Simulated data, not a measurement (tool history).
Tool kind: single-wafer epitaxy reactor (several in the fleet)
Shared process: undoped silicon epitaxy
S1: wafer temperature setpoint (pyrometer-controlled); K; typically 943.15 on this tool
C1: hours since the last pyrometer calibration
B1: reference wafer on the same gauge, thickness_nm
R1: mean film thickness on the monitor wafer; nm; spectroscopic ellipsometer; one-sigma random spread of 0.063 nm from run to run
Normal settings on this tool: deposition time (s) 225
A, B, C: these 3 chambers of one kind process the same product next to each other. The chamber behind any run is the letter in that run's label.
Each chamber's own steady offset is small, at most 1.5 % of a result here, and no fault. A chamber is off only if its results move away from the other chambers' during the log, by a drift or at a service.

run 1B hour=3.5 | S1=943.15 deposition_time_(s)=225 | C1=1880.5 | B1=63.295 | R1=57.625
run 2C hour=7.3 | S1=943.15 deposition_time_(s)=225 | C1=1308.5 | B1=63.31 | R1=56.997
run 3A hour=10.7 | S1=943.15 deposition_time_(s)=225 | C1=1298.8 | B1=63.319 | R1=57.697
run 4B hour=16 | S1=943.15 deposition_time_(s)=225 | C1=1893 | B1=63.329 | R1=57.513
run 5A hour=20.2 | S1=943.15 deposition_time_(s)=225 | C1=1308.3 | B1=63.343 | R1=57.734
run 6C hour=23.2 | S1=943.15 deposition_time_(s)=253 | C1=1324.4 | B1=63.327 | R1=64.161
run 7C hour=28 | S1=943.15 deposition_time_(s)=253 | C1=1329.2 | B1=63.346 | R1=64.049
run 8B hour=31.6 | S1=943.15 deposition_time_(s)=253 | C1=1908.6 | B1=63.358 | R1=64.748
run 9A hour=34.5 | S1=943.15 deposition_time_(s)=225 | C1=1322.6 | B1=63.36 | R1=57.67
run 10C hour=39.7 | S1=943.15 deposition_time_(s)=225 | C1=1340.9 | B1=63.384 | R1=56.92
run 11A hour=42.3 | S1=949.15 deposition_time_(s)=185 | C1=1330.4 | B1=63.374 | R1=53.834
run 12B hour=46.6 | S1=949.15 deposition_time_(s)=185 | C1=1923.6 | B1=63.4 | R1=53.605
run 13A hour=49.1 | S1=949.15 deposition_time_(s)=185 | C1=1337.2 | B1=63.398 | R1=53.951
run 14C hour=52.9 | S1=943.15 deposition_time_(s)=200 | C1=1354.1 | B1=63.363 | R1=50.724
run 15B hour=56 | S1=943.15 deposition_time_(s)=200 | C1=1933 | B1=63.4 | R1=51.291
run 16C hour=58.7 | S1=943.15 deposition_time_(s)=200 | C1=1359.9 | B1=63.393 | R1=50.697
run 17B hour=62.1 | S1=943.15 deposition_time_(s)=225 | C1=1939.1 | B1=63.413 | R1=57.615
run 18A hour=67 | S1=943.15 deposition_time_(s)=225 | C1=1355.1 | B1=63.415 | R1=57.874
run 19B hour=72 | S1=943.15 deposition_time_(s)=225 | C1=1949 | B1=63.406 | R1=57.755
run 20C hour=76.2 | S1=943.15 deposition_time_(s)=225 | C1=1377.4 | B1=63.412 | R1=57.015
run 21A hour=81.4 | S1=943.15 deposition_time_(s)=225 | C1=1369.5 | B1=63.434 | R1=57.735
run 22A hour=85.8 | S1=943.15 deposition_time_(s)=225 | C1=1373.9 | B1=63.44 | R1=57.947
run 23B hour=91.2 | S1=943.15 deposition_time_(s)=225 | C1=1968.2 | B1=63.437 | R1=57.723
run 24C hour=95.1 | S1=943.15 deposition_time_(s)=225 | C1=1396.3 | B1=63.46 | R1=57.208
run 25C hour=98.4 | S1=943.15 deposition_time_(s)=225 | C1=1399.6 | B1=63.449 | R1=57.026
run 26B hour=103.7 | S1=943.15 deposition_time_(s)=225 | C1=1980.7 | B1=63.463 | R1=57.686
run 27A hour=106.7 | S1=943.15 deposition_time_(s)=225 | C1=1394.8 | B1=63.473 | R1=57.778
run 28C hour=112.1 | S1=943.15 deposition_time_(s)=225 | C1=1413.3 | B1=63.473 | R1=57.218
run 29B hour=117 | S1=958.15 deposition_time_(s)=225 | C1=1994 | B1=63.47 | R1=78.631
run 30A hour=119.9 | S1=958.15 deposition_time_(s)=225 | C1=1408 | B1=63.489 | R1=78.983
-- hour=121.7 chamber B: pyrometer calibrated
run 31B hour=124.5 | S1=958.15 deposition_time_(s)=225 | C1=2.9 | B1=63.494 | R1=78.601
run 32C hour=127.6 | S1=943.15 deposition_time_(s)=225 | C1=1428.8 | B1=63.498 | R1=57.118
run 33A hour=132.2 | S1=943.15 deposition_time_(s)=225 | C1=1420.3 | B1=63.521 | R1=57.897
run 34C hour=135.4 | S1=943.15 deposition_time_(s)=225 | C1=1436.6 | B1=63.519 | R1=57.179
run 35B hour=138.6 | S1=943.15 deposition_time_(s)=225 | C1=17 | B1=63.527 | R1=57.749
run 36A hour=141.4 | S1=943.15 deposition_time_(s)=225 | C1=1429.5 | B1=63.522 | R1=57.91
run 37C hour=144.6 | S1=943.15 deposition_time_(s)=225 | C1=1445.8 | B1=63.534 | R1=57.249
run 38A hour=147.5 | S1=943.15 deposition_time_(s)=225 | C1=1435.6 | B1=63.535 | R1=57.958
run 39B hour=150.3 | S1=943.15 deposition_time_(s)=225 | C1=28.7 | B1=63.545 | R1=57.712
run 40C hour=155.1 | S1=943.15 deposition_time_(s)=225 | C1=1456.3 | B1=63.534 | R1=57.261
run 41B hour=158.9 | S1=943.15 deposition_time_(s)=225 | C1=37.3 | B1=63.554 | R1=57.824
run 42A hour=163.4 | S1=943.15 deposition_time_(s)=225 | C1=1451.5 | B1=63.565 | R1=58.016
run 43C hour=167.8 | S1=943.15 deposition_time_(s)=225 | C1=1469 | B1=63.554 | R1=57.226
run 44B hour=172.6 | S1=943.15 deposition_time_(s)=225 | C1=51 | B1=63.564 | R1=57.858

Predict what each chamber gives when all 3 of them run the settings below next.
run 45A hour=176.6 | S1=943.15 deposition_time_(s)=225 | R1=?
run 45B hour=176.6 | S1=943.15 deposition_time_(s)=225 | R1=?
run 45C hour=176.6 | S1=943.15 deposition_time_(s)=225 | R1=?

run=45A R1=57.9
run=45B R1=57.795
run=45C R1=57.379

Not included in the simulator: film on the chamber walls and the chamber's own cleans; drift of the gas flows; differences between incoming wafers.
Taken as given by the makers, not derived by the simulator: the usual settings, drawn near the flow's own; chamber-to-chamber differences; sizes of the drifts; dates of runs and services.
